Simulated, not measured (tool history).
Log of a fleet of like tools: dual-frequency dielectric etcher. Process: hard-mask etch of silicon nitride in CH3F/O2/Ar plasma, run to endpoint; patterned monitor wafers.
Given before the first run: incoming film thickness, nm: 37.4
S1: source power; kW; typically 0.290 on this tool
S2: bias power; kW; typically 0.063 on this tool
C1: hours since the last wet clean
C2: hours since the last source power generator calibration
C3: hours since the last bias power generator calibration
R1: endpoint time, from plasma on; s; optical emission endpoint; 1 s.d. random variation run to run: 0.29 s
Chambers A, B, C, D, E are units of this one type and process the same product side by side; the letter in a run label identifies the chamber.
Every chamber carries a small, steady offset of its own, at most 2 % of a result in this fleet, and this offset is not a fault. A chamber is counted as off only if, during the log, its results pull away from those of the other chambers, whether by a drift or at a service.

run	hour	S1	S2	C1	C2	C3	R1
# hour 4.3: chamber E: wet clean of the chamber
# hour 5.7: chamber B: wet clean of the chamber
1E	11.1	0.290	0.063	6.8	1325.6	581.8	62.900
2B	22.3	0.290	0.063	16.6	4037.2	2005.6	63.122
3D	28.0	0.290	0.063	267.2	2935.1	513.3	63.704
4A	38.9	0.290	0.063	103.4	939.2	548.3	63.113
5C	48.1	0.290	0.063	107.8	1217.1	1306.5	64.633
6D	55.5	0.290	0.063	294.7	2962.6	540.8	64.013
7E	65.0	0.290	0.063	60.7	1379.5	635.7	63.543
8C	70.4	0.290	0.063	130.1	1239.4	1328.8	64.285
9B	77.5	0.290	0.063	71.8	4092.4	2060.8	62.842
10A	84.7	0.240	0.050	149.2	985.0	594.1	73.098
11A	93.6	0.240	0.050	158.1	993.9	603.0	73.244
12D	98.9	0.240	0.050	338.1	3006.0	584.2	74.440
13C	104.2	0.240	0.050	163.9	1273.2	1362.6	74.495
14E	112.4	0.240	0.050	108.1	1426.9	683.1	74.002
15B	118.2	0.290	0.063	112.5	4133.1	2101.5	62.994
16E	124.8	0.250	0.051	120.5	1439.3	695.5	71.902
17A	132.8	0.250	0.051	197.3	1033.1	642.2	71.903
18C	140.7	0.250	0.051	200.4	1309.7	1399.1	72.766
19B	146.6	0.250	0.051	140.9	4161.5	2129.9	70.908
20D	153.5	0.250	0.051	392.7	3060.6	638.8	72.965
21B	163.2	0.290	0.063	157.5	4178.1	2146.5	62.907
22C	172.2	0.290	0.063	231.9	1341.2	1430.6	64.579
23D	178.4	0.310	0.050	417.6	3085.5	663.7	67.860
24A	185.5	0.310	0.050	250.0	1085.8	694.9	66.162
25E	194.7	0.310	0.050	190.4	1509.2	765.4	66.372
26C	206.5	0.310	0.050	266.2	1375.5	1464.9	67.162
27D	216.9	0.310	0.050	456.1	3124.0	702.2	68.389
28A	228.2	0.290	0.063	292.7	1128.5	737.6	63.335
29B	233.9	0.290	0.063	228.2	4248.8	2217.2	62.439
30E	240.1	0.290	0.063	235.8	1554.6	810.8	63.586
31C	247.8	0.290	0.063	307.5	1416.8	1506.2	64.497
32D	257.8	0.350	0.057	497.0	3164.9	743.1	63.005
33B	266.6	0.350	0.057	260.9	4281.5	2249.9	60.814
34E	276.8	0.350	0.057	272.5	1591.3	847.5	61.069
# hour 278.7: chamber E: source power generator calibrated
35A	283.6	0.350	0.057	348.1	1183.9	793.0	60.555
36B	289.7	0.350	0.057	284.0	4304.6	2273.0	60.078
37C	297.4	0.290	0.063	357.1	1466.4	1555.8	63.749
38E	308.1	0.290	0.063	303.8	29.5	878.8	63.184
39D	314.1	0.290	0.063	553.3	3221.2	799.4	66.766
40A	323.8	0.290	0.063	388.3	1224.1	833.2	62.865
41C	330.4	0.290	0.063	390.1	1499.4	1588.8	64.020
42A	337.0	0.290	0.063	401.5	1237.3	846.4	62.967
43D	348.3	0.320	0.055	587.5	3255.4	833.6	68.062
44E	353.5	0.320	0.055	349.2	74.9	924.2	64.029

Predict what each chamber gives when all 5 of them run the settings below next.
45A	362.0	0.290	0.063				?
45B	362.0	0.290	0.063				?
45C	362.0	0.290	0.063				?
45D	362.0	0.290	0.063				?
45E	362.0	0.290	0.063				?

run	R1
45A	62.670
45B	62.534
45C	64.148
45D	67.163
45E	63.102
